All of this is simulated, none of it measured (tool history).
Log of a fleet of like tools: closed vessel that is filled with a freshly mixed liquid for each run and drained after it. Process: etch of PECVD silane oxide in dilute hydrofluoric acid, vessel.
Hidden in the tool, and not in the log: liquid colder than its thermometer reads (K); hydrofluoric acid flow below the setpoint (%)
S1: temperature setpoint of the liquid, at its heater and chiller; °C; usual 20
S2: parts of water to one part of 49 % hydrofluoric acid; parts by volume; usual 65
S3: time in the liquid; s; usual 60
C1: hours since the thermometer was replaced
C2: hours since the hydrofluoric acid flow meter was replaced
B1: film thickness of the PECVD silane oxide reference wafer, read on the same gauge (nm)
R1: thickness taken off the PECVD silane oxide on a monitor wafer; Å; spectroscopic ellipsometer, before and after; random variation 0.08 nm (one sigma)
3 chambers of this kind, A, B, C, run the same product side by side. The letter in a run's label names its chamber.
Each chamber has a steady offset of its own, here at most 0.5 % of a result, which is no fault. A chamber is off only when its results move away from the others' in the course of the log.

run,hour,S1,S2,S3,C1,C2,B1,R1
1C,3.2,20,65,60,298.4,404.1,119.99,135.64
2A,8.4,20,65,60,723.5,1532.3,120.03,133.39
3B,13.2,20,65,60,633.2,2014.5,119.99,135.43
4A,18.2,20,65,60,733.3,1542.1,119.97,134.7
5B,21.6,20,65,60,641.6,2022.9,120,134.5
6C,26.1,20,65,60,321.3,427,119.96,136.27
7B,32,20,65,60,652,2033.3,119.94,134.98
8A,38.2,20,65,60,753.3,1562.1,120.01,135.53
9C,41.2,20,65,60,336.4,442.1,119.99,135.14
10B,46,20,65,60,666,2047.3,119.99,134.48
11A,52.2,20,65,60,767.3,1576.1,120.02,134.68
12C,55.9,23,65,60,351.1,456.8,119.99,150.01
13C,61,23,65,60,356.2,461.9,120.03,149.91
14B,65.4,23,65,60,685.4,2066.7,120.01,153.59
15A,70.5,20,65,60,785.6,1594.4,120.02,133.46
16C,76.2,20,65,60,371.4,477.1,119.99,132.69
17B,81.1,20,65,60,701.1,2082.4,119.98,134.98
18A,85.4,20,65,60,800.5,1609.3,119.97,133.54
19C,89.2,20,65,60,384.4,490.1,120.03,133.4
20A,92.3,20,65,60,807.4,1616.2,120.04,132.77
21B,98.3,20,65,60,718.3,2099.6,119.99,135.9
22C,103.6,20,65,60,398.8,504.5,119.98,131.86
23B,109.6,20,65,60,729.6,2110.9,119.97,134.39
24A,114.9,20,65,60,830,1638.8,120.03,135.05
25A,119.3,20,65,60,834.4,1643.2,120,134.52
26C,125.3,20,65,60,420.5,526.2,119.97,131.26
27B,131.2,20,65,60,751.2,2132.5,119.99,135.97
28A,134.7,20,65,60,849.8,1658.6,120.01,133.64
29B,139.9,20,65,60,759.9,2141.2,119.99,134.36
30C,146.4,20,65,60,441.6,547.3,119.99,129.71
31C,149.3,20,75,60,444.5,550.2,119.97,110.41
32B,154.8,20,75,60,774.8,2156.1,119.99,116.02
33A,160.1,20,75,60,875.2,1684,120.03,114.64
34B,165.1,20,65,90,785.1,2166.4,119.97,203.27
# hour 170.4: chamber B: hydrofluoric acid flow meter replaced
35A,171.6,20,65,90,886.7,1695.5,119.97,201.58
36C,175.7,20,65,90,470.9,576.6,119.96,190.61
37A,179.2,20,65,60,894.3,1703.1,119.97,132.43
38C,185.6,18.5,95,60,480.8,586.5,119.99,78.546
39B,190.6,18.5,95,60,810.6,20.2,120.04,83.998
40C,195.8,18.5,95,60,491,596.7,119.96,78.75
41A,200.4,20,75,85,915.5,1724.3,120.02,161.35
42B,204.9,20,75,85,824.9,34.5,120.01,162.73
43B,208.2,20,75,85,828.2,37.8,120.03,165.35
44C,211.5,20,65,60,506.7,612.4,119.99,126.21

All 3 chambers run these settings next. Forecast each chamber's results:
45A,216.3,20,65,60,,,,?
45B,216.3,20,65,60,,,,?
45C,216.3,20,65,60,,,,?

run,R1
45A,132.63
45B,133.33
45C,125.36

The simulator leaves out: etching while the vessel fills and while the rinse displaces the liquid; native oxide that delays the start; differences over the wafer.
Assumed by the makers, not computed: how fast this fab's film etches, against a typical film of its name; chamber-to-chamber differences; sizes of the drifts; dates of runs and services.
